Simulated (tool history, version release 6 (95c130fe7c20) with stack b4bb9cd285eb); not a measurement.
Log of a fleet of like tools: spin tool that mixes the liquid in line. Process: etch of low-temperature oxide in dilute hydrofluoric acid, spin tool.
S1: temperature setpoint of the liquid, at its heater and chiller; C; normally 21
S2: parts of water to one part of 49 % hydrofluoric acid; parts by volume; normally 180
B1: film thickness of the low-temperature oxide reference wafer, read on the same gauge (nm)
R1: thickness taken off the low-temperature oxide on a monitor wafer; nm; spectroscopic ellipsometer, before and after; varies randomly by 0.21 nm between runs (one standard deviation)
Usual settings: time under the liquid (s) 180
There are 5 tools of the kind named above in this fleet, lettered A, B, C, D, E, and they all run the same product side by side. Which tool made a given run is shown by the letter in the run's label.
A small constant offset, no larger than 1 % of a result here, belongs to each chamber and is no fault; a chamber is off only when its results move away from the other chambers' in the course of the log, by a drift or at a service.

run 1C hour=3.5 | S1=21 S2=180 time_under_the_liquid_(s)=180 | B1=30.002 | R1=28.754
run 2E hour=7.7 | S1=21 S2=180 time_under_the_liquid_(s)=180 | B1=30.000 | R1=28.601
run 3B hour=14.0 | S1=21 S2=180 time_under_the_liquid_(s)=180 | B1=30.004 | R1=28.758
run 4D hour=20.0 | S1=21 S2=180 time_under_the_liquid_(s)=180 | B1=30.005 | R1=28.513
run 5A hour=25.4 | S1=21 S2=180 time_under_the_liquid_(s)=180 | B1=29.979 | R1=28.487
run 6B hour=29.0 | S1=21 S2=180 time_under_the_liquid_(s)=180 | B1=30.016 | R1=28.491
run 7D hour=34.6 | S1=21 S2=180 time_under_the_liquid_(s)=180 | B1=30.005 | R1=28.572
run 8A hour=41.4 | S1=21 S2=180 time_under_the_liquid_(s)=180 | B1=29.979 | R1=28.752
run 9C hour=45.1 | S1=21 S2=180 time_under_the_liquid_(s)=180 | B1=30.018 | R1=28.393
run 10E hour=48.5 | S1=21 S2=180 time_under_the_liquid_(s)=180 | B1=30.008 | R1=28.531
run 11E hour=54.6 | S1=21 S2=180 time_under_the_liquid_(s)=180 | B1=29.986 | R1=28.639
run 12B hour=61.3 | S1=21 S2=180 time_under_the_liquid_(s)=180 | B1=29.991 | R1=28.625
-- hour=61.9 chamber E: hydrofluoric acid flow meter replaced
run 13A hour=66.2 | S1=21 S2=180 time_under_the_liquid_(s)=180 | B1=29.997 | R1=28.735
run 14D hour=71.5 | S1=21 S2=180 time_under_the_liquid_(s)=180 | B1=30.013 | R1=28.404
run 15C hour=75.2 | S1=21 S2=180 time_under_the_liquid_(s)=180 | B1=29.983 | R1=28.357
run 16D hour=78.7 | S1=21 S2=180 time_under_the_liquid_(s)=180 | B1=30.022 | R1=28.823
run 17E hour=82.0 | S1=21 S2=180 time_under_the_liquid_(s)=180 | B1=30.012 | R1=28.924
run 18A hour=88.0 | S1=21 S2=180 time_under_the_liquid_(s)=180 | B1=30.025 | R1=28.599
run 19C hour=92.5 | S1=21 S2=180 time_under_the_liquid_(s)=180 | B1=29.981 | R1=28.501
-- hour=96.7 chamber C: hydrofluoric acid flow meter replaced
run 20B hour=98.2 | S1=21 S2=135 time_under_the_liquid_(s)=100 | B1=29.983 | R1=22.576
run 21D hour=103.7 | S1=21 S2=135 time_under_the_liquid_(s)=100 | B1=29.995 | R1=22.457
run 22A hour=106.8 | S1=21 S2=135 time_under_the_liquid_(s)=100 | B1=30.020 | R1=22.351
run 23C hour=110.0 | S1=21 S2=135 time_under_the_liquid_(s)=100 | B1=30.004 | R1=22.368
run 24E hour=116.4 | S1=21 S2=135 time_under_the_liquid_(s)=100 | B1=29.988 | R1=22.943
run 25B hour=119.7 | S1=21 S2=180 time_under_the_liquid_(s)=180 | B1=30.017 | R1=28.777
run 26E hour=123.3 | S1=21 S2=180 time_under_the_liquid_(s)=180 | B1=30.028 | R1=29.651
run 27A hour=126.4 | S1=21 S2=180 time_under_the_liquid_(s)=180 | B1=30.005 | R1=28.525
run 28B hour=130.5 | S1=21 S2=180 time_under_the_liquid_(s)=180 | B1=29.988 | R1=28.826
run 29D hour=137.1 | S1=21 S2=180 time_under_the_liquid_(s)=180 | B1=29.993 | R1=28.800
run 30C hour=142.8 | S1=21 S2=180 time_under_the_liquid_(s)=180 | B1=30.016 | R1=28.562
run 31A hour=147.8 | S1=21 S2=180 time_under_the_liquid_(s)=180 | B1=30.001 | R1=28.413
run 32C hour=152.9 | S1=21 S2=180 time_under_the_liquid_(s)=180 | B1=29.995 | R1=28.651
run 33B hour=156.3 | S1=21 S2=180 time_under_the_liquid_(s)=180 | B1=30.008 | R1=28.555
run 34E hour=159.2 | S1=21 S2=180 time_under_the_liquid_(s)=180 | B1=30.006 | R1=30.413
run 35D hour=162.4 | S1=21 S2=180 time_under_the_liquid_(s)=180 | B1=30.020 | R1=28.664
run 36E hour=165.4 | S1=21 S2=180 time_under_the_liquid_(s)=180 | B1=29.990 | R1=30.288
run 37C hour=171.7 | S1=21 S2=180 time_under_the_liquid_(s)=180 | B1=29.996 | R1=28.494
run 38D hour=176.7 | S1=21 S2=180 time_under_the_liquid_(s)=180 | B1=29.980 | R1=28.720
run 39A hour=181.9 | S1=21 S2=210 time_under_the_liquid_(s)=180 | B1=30.007 | R1=23.785
run 40B hour=187.2 | S1=21 S2=210 time_under_the_liquid_(s)=180 | B1=30.014 | R1=23.723

All 5 chambers run these settings next. Forecast each chamber's results:
run 41A hour=192.1 | S1=21 S2=180 time_under_the_liquid_(s)=180 | R1=?
run 41B hour=192.1 | S1=21 S2=180 time_under_the_liquid_(s)=180 | R1=?
run 41C hour=192.1 | S1=21 S2=180 time_under_the_liquid_(s)=180 | R1=?
run 41D hour=192.1 | S1=21 S2=180 time_under_the_liquid_(s)=180 | R1=?
run 41E hour=192.1 | S1=21 S2=180 time_under_the_liquid_(s)=180 | R1=?

run=41A R1=28.655
run=41B R1=28.407
run=41C R1=28.430
run=41D R1=28.756
run=41E R1=31.164

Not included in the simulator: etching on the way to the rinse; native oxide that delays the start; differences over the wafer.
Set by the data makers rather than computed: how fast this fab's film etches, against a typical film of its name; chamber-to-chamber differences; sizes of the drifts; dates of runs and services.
